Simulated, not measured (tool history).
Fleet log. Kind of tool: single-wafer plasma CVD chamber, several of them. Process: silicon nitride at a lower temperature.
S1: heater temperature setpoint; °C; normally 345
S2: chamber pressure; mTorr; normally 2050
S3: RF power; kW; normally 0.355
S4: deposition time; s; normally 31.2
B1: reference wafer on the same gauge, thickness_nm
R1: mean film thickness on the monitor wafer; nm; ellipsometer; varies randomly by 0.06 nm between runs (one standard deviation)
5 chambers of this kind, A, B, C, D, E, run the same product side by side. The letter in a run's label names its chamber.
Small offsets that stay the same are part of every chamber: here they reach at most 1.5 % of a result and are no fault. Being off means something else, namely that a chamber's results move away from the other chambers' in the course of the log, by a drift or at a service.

run   hour   S1    S2     S3    S4      B1      R1
 1B    7.7  345  2050  0.355  31.2  50.213  43.465
 2D   15.6  345  2050  0.355  31.2  50.224  44.031
 3C   22.7  345  2050  0.355  31.2  50.233  43.906
      28.5  -- chamber D: capacitance manometer re-zeroed and calibrated
 4E   29.4  345  2050  0.355  31.2  50.238  43.255
 5A   35.4  345  2050  0.355  31.2  50.239  43.575
 6B   39.9  345  2050  0.355  31.2  50.243  43.426
 7D   43.5  345  2050  0.355  31.2  50.254  44.062
 8E   47.5  345  2050  0.355  31.2  50.266  43.126
 9C   55.6  345  2050  0.355  31.2  50.262  43.989
10A   60.5  345  2050  0.355  31.2  50.268  43.613
11E   65.0  345  2050  0.355  31.2  50.255  43.311
12B   71.9  345  2050  0.355  31.2  50.291  43.500
13A   79.6  345  2050  0.355  31.2  50.298  43.581
14C   83.9  345  2050  0.355  25.9  50.300  36.516
15D   87.7  345  2050  0.355  25.9  50.290  36.611
16B   91.7  345  2050  0.355  25.9  50.296  36.102
17A   97.6  345  2050  0.355  25.9  50.306  36.203
18D  101.9  345  2050  0.355  25.9  50.322  36.672
19E  107.3  345  2050  0.355  31.2  50.325  43.211
20C  111.0  345  1600  0.355  31.2  50.319  40.992
21B  117.5  345  1600  0.355  31.2  50.343  40.820
22D  125.4  345  1600  0.355  31.2  50.357  41.184
23A  133.5  345  1600  0.355  31.2  50.358  40.752
24E  141.2  345  1600  0.355  31.2  50.387  40.429
25C  148.4  345  2050  0.355  31.2  50.366  43.917
26D  155.4  345  2050  0.355  31.2  50.375  44.074
27B  160.5  345  2050  0.355  31.2  50.385  43.559
28A  167.0  345  2050  0.355  26.1  50.410  36.538
29C  171.8  345  2050  0.355  26.1  50.388  36.875
30E  179.8  345  2050  0.355  26.1  50.413  36.341
31D  184.1  345  2050  0.355  26.1  50.413  36.941
32C  188.5  345  2050  0.355  26.1  50.424  36.843
33B  194.2  345  2050  0.355  31.2  50.412  43.567
34E  200.2  345  2480  0.355  31.2  50.441  45.458
35A  207.4  345  2480  0.355  31.2  50.432  45.719
36A  214.5  345  2480  0.355  31.2  50.441  45.788
37E  220.5  345  2480  0.355  31.2  50.443  45.600
38D  227.6  345  2480  0.355  31.2  50.465  46.368
39C  232.1  345  2050  0.355  31.2  50.482  44.014
40B  235.6  352  2050  0.355  31.2  50.462  43.591

Next, all 5 chambers run the settings below, one line each with question marks for the results. What does each chamber give?
41A  241.5  345  2050  0.355  31.2       ?
41B  241.5  345  2050  0.355  31.2       ?
41C  241.5  345  2050  0.355  31.2       ?
41D  241.5  345  2050  0.355  31.2       ?
41E  241.5  345  2050  0.355  31.2       ?

run      R1
41A  43.710
41B  43.571
41C  44.066
41D  44.143
41E  43.473
